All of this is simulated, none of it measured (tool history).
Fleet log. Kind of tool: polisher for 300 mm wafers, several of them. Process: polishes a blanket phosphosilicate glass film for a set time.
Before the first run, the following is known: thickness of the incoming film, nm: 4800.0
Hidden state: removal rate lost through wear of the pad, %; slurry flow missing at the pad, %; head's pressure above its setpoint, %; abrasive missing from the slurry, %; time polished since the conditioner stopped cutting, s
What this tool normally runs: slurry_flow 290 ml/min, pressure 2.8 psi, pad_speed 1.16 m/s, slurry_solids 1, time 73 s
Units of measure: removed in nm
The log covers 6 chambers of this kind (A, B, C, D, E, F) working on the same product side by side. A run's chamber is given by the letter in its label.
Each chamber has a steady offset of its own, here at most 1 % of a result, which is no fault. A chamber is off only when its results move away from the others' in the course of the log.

run     day  slurry_flow  pressure  pad_speed  slurry_solids  time  wafers polished on this pad  hours since the slurry nozzle was cleaned  hours since the head pressure was calibrated  hours since the slurry blender was calibrated  hours since the conditioning disc was replaced  removed
      0.196  -- chamber E: worn pad replaced by a new one
 1B   0.267          290       2.8       1.16              1    73                          374                                       59.2                                         358.9                                           37.9                                            92.7   618.95
 2A   0.779          290       2.8       1.16              1    73                         1284                                       49.8                                         908.0                                           68.6                                           152.5   614.03
      0.796  -- chamber F: head pressure recalibrated
      1.258  -- chamber E: head pressure recalibrated
 3D   1.312          290       2.8       1.16              1    73                          473                                      156.0                                         157.4                                          185.4                                           300.9   612.39
      1.425  -- chamber C: worn pad replaced by a new one
 4E   1.571          290       2.8       1.16              1    73                          233                                      268.2                                           7.5                                           99.2                                           261.8   623.86
      1.671  -- chamber E: conditioning disc replaced and pad reconditioned
      1.838  -- chamber C: head pressure recalibrated
 5C   1.954          290       2.8       1.16              1    73                           89                                      374.8                                           2.9                                          112.1                                           335.0   625.88
      2.075  -- chamber A: worn pad replaced by a new one
 6F   2.254          290       2.8       1.16              1    73                          655                                      259.0                                          35.0                                          125.9                                           414.3   631.82
      2.538  -- chamber F: conditioning disc replaced and pad reconditioned
      2.596  -- chamber B: conditioning disc replaced and pad reconditioned
      2.746  -- chamber A: head pressure recalibrated
 7F   2.767          290       2.8       1.16              1    73                          742                                      271.3                                          47.3                                          138.2                                             5.6   619.95
      3.233  -- chamber F: worn pad replaced by a new one
 8E   3.342          290       2.8       1.16              1    73                          532                                      310.7                                          50.0                                          141.7                                            40.2   622.42
      3.446  -- chamber E: slurry nozzle cleaned
      3.596  -- chamber D: worn pad replaced by a new one
 9D   3.750          290       2.8       1.16              1    73                           26                                      214.5                                         215.9                                          243.9                                           359.4   616.75
      3.817  -- chamber E: slurry blender recalibrated
      3.862  -- chamber D: conditioning disc replaced and pad reconditioned
10B   4.117          290       2.8       1.16              1    73                         1026                                      151.6                                         451.3                                          130.3                                            36.5   627.61
      4.138  -- chamber B: worn pad replaced by a new one
11A   4.675          290       2.8       1.32              1    73                          439                                      143.3                                          46.4                                          162.1                                           246.0   691.71
      4.983  -- chamber B: head pressure recalibrated
12C   5.138          290       2.8       1.32              1    73                          628                                      451.2                                          79.3                                          188.5                                           411.4   699.58
      5.271  -- chamber F: slurry nozzle cleaned
      5.579  -- chamber D: slurry blender recalibrated
13E   5.696          290       2.8       1.32              1    73                          930                                       54.1                                         106.5                                           45.1                                            96.7   690.54
14F   6.033          290       2.8       1.32              1    73                          473                                       18.3                                         125.7                                          216.6                                            84.0   701.09
15D   6.346          290       2.8       1.32              1    73                          465                                      276.8                                         278.2                                           18.4                                            59.7   676.21
      6.617  -- chamber E: worn pad replaced by a new one
16C   6.708          290       2.8       1.32              1    73                          893                                      488.9                                         117.0                                          226.2                                           449.1   703.60
      7.071  -- chamber A: conditioning disc replaced and pad reconditioned
17B   7.075          290       2.8       1.16              1    73                          497                                      222.6                                          50.3                                          201.3                                           107.5   616.14
18A   7.388          290       2.8       1.16              1    73                          898                                      208.4                                         111.5                                          227.2                                             7.7   613.75
      7.429  -- chamber F: worn pad replaced by a new one
19B   7.954          290       2.8       1.16              1    73                          646                                      243.7                                          71.4                                          222.4                                           128.6   605.92
      8.079  -- chamber C: conditioning disc replaced and pad reconditioned
20E   8.350          290       2.8       1.16              1    73                          293                                      117.8                                         170.2                                          108.8                                           160.4   616.79
21A   8.712          290       3.2       1.16              1    73                         1122                                      240.2                                         143.3                                          259.0                                            39.5   701.50
      9.062  -- chamber C: worn pad replaced by a new one
22C   9.071          290       3.2       1.16              1    73                            1                                      545.6                                         173.7                                          282.9                                            23.8   710.93
      9.171  -- chamber D: worn pad replaced by a new one
      9.400  -- chamber E: slurry blender recalibrated
23F   9.533          290       3.2       1.16              1    73                          356                                      102.3                                         209.7                                          300.6                                           168.0   713.43
      9.592  -- chamber C: slurry blender recalibrated
      9.633  -- chamber A: worn pad replaced by a new one
      9.975  -- chamber B: worn pad replaced by a new one
24D  10.033          290       3.2       1.16              1    73                          146                                      365.3                                         366.7                                          106.9                                           148.2   720.88
     10.346  -- chamber B: conditioning disc replaced and pad reconditioned
25B  10.529          290       3.2       1.16              1    73                           94                                      305.5                                         133.2                                          284.2                                             4.4   682.47
     10.904  -- chamber F: slurry blender recalibrated
26D  10.917          290       3.2       1.16              1    73                          295                                      386.5                                         387.9                                          128.1                                           169.4   704.07
27A  11.371          290       2.8       1.32              1    73                          294                                      304.0                                         207.1                                          322.8                                           103.3   682.74
28F  11.917          290       2.8       1.32              1    73                          759                                      159.5                                         266.9                                           24.3                                           225.2   684.21
     12.038  -- chamber F: worn pad replaced by a new one
29C  12.404          290       2.8       1.32              1    73                          565                                      625.6                                         253.7                                           67.5                                           103.8   693.59
     12.471  -- chamber E: conditioning disc replaced and pad reconditioned
30E  12.729          290       2.8       1.32              1    73                         1033                                      222.9                                         275.3                                           80.0                                             6.3   678.13
31F  13.258          290       2.8       1.32              1    73                          206                                      191.7                                         299.1                                           56.5                                           257.4   682.49
32A  13.575          290       2.8       1.32              1    73                          666                                      356.9                                         260.0                                          375.7                                           156.2   690.42
     14.133  -- chamber C: slurry nozzle cleaned
33B  14.133          290       2.8       1.16              1    73                          703                                      392.0                                         219.7                                          370.7                                            90.9   595.92
     14.288  -- chamber E: worn pad replaced by a new one
     14.371  -- chamber D: worn pad replaced by a new one
34D  14.438          290       2.8       1.16              1    73                           11                                      471.0                                         472.4                                          212.6                                           253.9   619.77
     14.729  -- chamber F: head pressure recalibrated
35E  14.825          290       2.8       1.16              1    73                           91                                      273.2                                         325.6                                          130.3                                            56.6   624.46
     14.879  -- chamber A: slurry nozzle cleaned
36C  15.125          290       2.8       0.98              1    88                         1025                                       23.9                                         319.0                                          132.8                                           169.1   661.62
37B  15.608          290       2.8       0.98              1    88                          953                                      427.4                                         255.1                                          406.1                                           126.3   613.72
     15.879  -- chamber A: slurry blender recalibrated
     16.058  -- chamber E: slurry blender recalibrated
38C  16.167          290       2.8       0.98              1    88                         1201                                       48.9                                         344.0                                          157.8                                           194.1   650.92
39E  16.433          290       2.8       0.98              1    88                          363                                      311.8                                         364.2                                            9.1                                            95.2   644.84
     16.496  -- chamber A: worn pad replaced by a new one
     16.612  -- chamber F: worn pad replaced by a new one
     16.696  -- chamber D: slurry blender recalibrated
40F  16.896          290       2.8       0.98              1    88                           48                                      279.0                                          52.0                                          143.8                                           344.7   657.95
     17.179  -- chamber D: slurry nozzle cleaned
41A  17.275          290       2.8       0.98              1    88                          132                                       57.5                                         348.8                                           33.5                                           245.0   655.80
42D  17.596          290       2.8       1.16              1    73                          545                                       10.1                                         548.2                                           21.6                                           329.7   614.97

Each of the 6 chambers runs these same settings next. Fill in every chamber's results:
43A  18.008          290       2.8       1.16              1    73                                                                                                                                                                                                                             ?
43B  18.008          290       2.8       1.16              1    73                                                                                                                                                                                                                             ?
43C  18.008          290       2.8       1.16              1    73                                                                                                                                                                                                                             ?
43D  18.008          290       2.8       1.16              1    73                                                                                                                                                                                                                             ?
43E  18.008          290       2.8       1.16              1    73                                                                                                                                                                                                                             ?
43F  18.008          290       2.8       1.16              1    73                                                                                                                                                                                                                             ?

run  removed
43A   614.11
43B   575.15
43C   630.14
43D   610.20
43E   619.21
43F   628.31
